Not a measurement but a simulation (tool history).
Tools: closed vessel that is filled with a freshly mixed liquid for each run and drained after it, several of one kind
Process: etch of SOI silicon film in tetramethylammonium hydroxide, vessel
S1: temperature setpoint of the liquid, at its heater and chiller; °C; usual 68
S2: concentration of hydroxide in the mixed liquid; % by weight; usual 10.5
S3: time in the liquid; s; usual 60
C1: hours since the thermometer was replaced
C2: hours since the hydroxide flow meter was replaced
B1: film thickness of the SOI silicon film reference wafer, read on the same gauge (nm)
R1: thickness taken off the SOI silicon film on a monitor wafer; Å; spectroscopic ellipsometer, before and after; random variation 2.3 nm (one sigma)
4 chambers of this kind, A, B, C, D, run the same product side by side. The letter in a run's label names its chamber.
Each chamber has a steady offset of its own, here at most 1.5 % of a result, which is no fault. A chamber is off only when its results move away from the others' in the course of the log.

run 1D hour=8.9 | S1=68 S2=10.5 S3=60 | C1=743.6 C2=223.2 | B1=40.027 | R1=3813.9
run 2A hour=16.3 | S1=68 S2=10.5 S3=60 | C1=1060.0 C2=613.3 | B1=39.966 | R1=3903.2
run 3B hour=24.7 | S1=68 S2=10.5 S3=60 | C1=1213.3 C2=445.1 | B1=40.004 | R1=3844.5
run 4C hour=33.2 | S1=68 S2=10.5 S3=60 | C1=460.5 C2=154.8 | B1=39.999 | R1=3838.5
run 5B hour=40.3 | S1=68 S2=10.5 S3=60 | C1=1228.9 C2=460.7 | B1=40.019 | R1=3871.5
run 6A hour=45.7 | S1=68 S2=10.5 S3=60 | C1=1089.4 C2=642.7 | B1=39.992 | R1=3880.9
-- hour=46.7 chamber B: hydroxide flow meter replaced
run 7D hour=58.1 | S1=68 S2=10.5 S3=60 | C1=792.8 C2=272.4 | B1=40.004 | R1=3803.7
run 8C hour=67.5 | S1=68 S2=13.0 S3=60 | C1=494.8 C2=189.1 | B1=40.019 | R1=3590.9
run 9A hour=77.8 | S1=68 S2=13.0 S3=60 | C1=1121.5 C2=674.8 | B1=39.998 | R1=3600.2
run 10B hour=87.7 | S1=68 S2=13.0 S3=60 | C1=1276.3 C2=41.0 | B1=40.003 | R1=3586.0
run 11D hour=99.1 | S1=68 S2=13.0 S3=60 | C1=833.8 C2=313.4 | B1=39.977 | R1=3526.6
run 12C hour=107.5 | S1=68 S2=8.0 S3=75 | C1=534.8 C2=229.1 | B1=39.975 | R1=5357.0
run 13A hour=117.6 | S1=68 S2=8.0 S3=75 | C1=1161.3 C2=714.6 | B1=40.030 | R1=5391.7
run 14B hour=123.4 | S1=68 S2=8.0 S3=75 | C1=1312.0 C2=76.7 | B1=40.024 | R1=5325.9
run 15C hour=134.6 | S1=68 S2=8.0 S3=75 | C1=561.9 C2=256.2 | B1=39.979 | R1=5377.1
run 16D hour=142.9 | S1=68 S2=10.5 S3=60 | C1=877.6 C2=357.2 | B1=40.018 | R1=3807.9
run 17D hour=151.4 | S1=68 S2=10.5 S3=60 | C1=886.1 C2=365.7 | B1=39.989 | R1=3810.6
run 18B hour=158.6 | S1=68 S2=10.5 S3=60 | C1=1347.2 C2=111.9 | B1=40.001 | R1=3865.1
run 19A hour=170.8 | S1=68 S2=10.5 S3=60 | C1=1214.5 C2=767.8 | B1=39.974 | R1=3925.4
run 20C hour=180.0 | S1=68 S2=10.5 S3=30 | C1=607.3 C2=301.6 | B1=40.018 | R1=1975.9
run 21A hour=190.1 | S1=68 S2=10.5 S3=30 | C1=1233.8 C2=787.1 | B1=39.996 | R1=1952.3
run 22C hour=198.3 | S1=68 S2=10.5 S3=30 | C1=625.6 C2=319.9 | B1=40.006 | R1=1956.1
run 23B hour=205.7 | S1=68 S2=10.5 S3=30 | C1=1394.3 C2=159.0 | B1=39.982 | R1=1958.0
run 24D hour=214.7 | S1=68 S2=10.5 S3=60 | C1=949.4 C2=429.0 | B1=39.980 | R1=3795.2
run 25D hour=225.2 | S1=68 S2=10.5 S3=60 | C1=959.9 C2=439.5 | B1=40.012 | R1=3800.1
-- hour=230.5 chamber A: hydroxide flow meter replaced
run 26A hour=231.9 | S1=68 S2=10.5 S3=60 | C1=1275.6 C2=1.5 | B1=40.003 | R1=3938.2
run 27C hour=242.3 | S1=68 S2=10.5 S3=75 | C1=669.6 C2=363.9 | B1=40.019 | R1=4923.6
run 28B hour=247.7 | S1=68 S2=10.5 S3=75 | C1=1436.3 C2=201.0 | B1=39.997 | R1=4854.0
run 29D hour=259.7 | S1=68 S2=10.5 S3=75 | C1=994.4 C2=474.0 | B1=39.973 | R1=4778.9
run 30C hour=271.2 | S1=68 S2=10.5 S3=75 | C1=698.5 C2=392.8 | B1=40.000 | R1=4898.2
run 31B hour=279.2 | S1=68 S2=10.5 S3=60 | C1=1467.8 C2=232.5 | B1=40.023 | R1=3885.0
run 32A hour=290.5 | S1=68 S2=10.5 S3=60 | C1=1334.2 C2=60.1 | B1=40.014 | R1=3934.2
run 33C hour=302.5 | S1=68 S2=10.5 S3=60 | C1=729.8 C2=424.1 | B1=40.006 | R1=3873.9
run 34A hour=313.2 | S1=68 S2=10.5 S3=60 | C1=1356.9 C2=82.8 | B1=39.989 | R1=3933.6
run 35D hour=325.6 | S1=68 S2=10.5 S3=60 | C1=1060.3 C2=539.9 | B1=40.009 | R1=3817.1
run 36B hour=335.0 | S1=68 S2=10.5 S3=60 | C1=1523.6 C2=288.3 | B1=39.995 | R1=3822.4
run 37C hour=346.8 | S1=68 S2=10.5 S3=60 | C1=774.1 C2=468.4 | B1=39.991 | R1=3910.3
run 38A hour=358.4 | S1=68 S2=10.5 S3=60 | C1=1402.1 C2=128.0 | B1=39.998 | R1=3911.1
run 39D hour=365.3 | S1=68 S2=10.5 S3=60 | C1=1100.0 C2=579.6 | B1=39.958 | R1=3778.6
run 40B hour=374.2 | S1=68 S2=10.5 S3=60 | C1=1562.8 C2=327.5 | B1=39.996 | R1=3889.2

All 4 chambers run these settings next. Forecast each chamber's results:
run 41A hour=383.1 | S1=73 S2=10.5 S3=60 | R1=?
run 41B hour=383.1 | S1=73 S2=10.5 S3=60 | R1=?
run 41C hour=383.1 | S1=73 S2=10.5 S3=60 | R1=?
run 41D hour=383.1 | S1=73 S2=10.5 S3=60 | R1=?

run=41A R1=5300.8
run=41B R1=5192.5
run=41C R1=5233.7
run=41D R1=5078.3
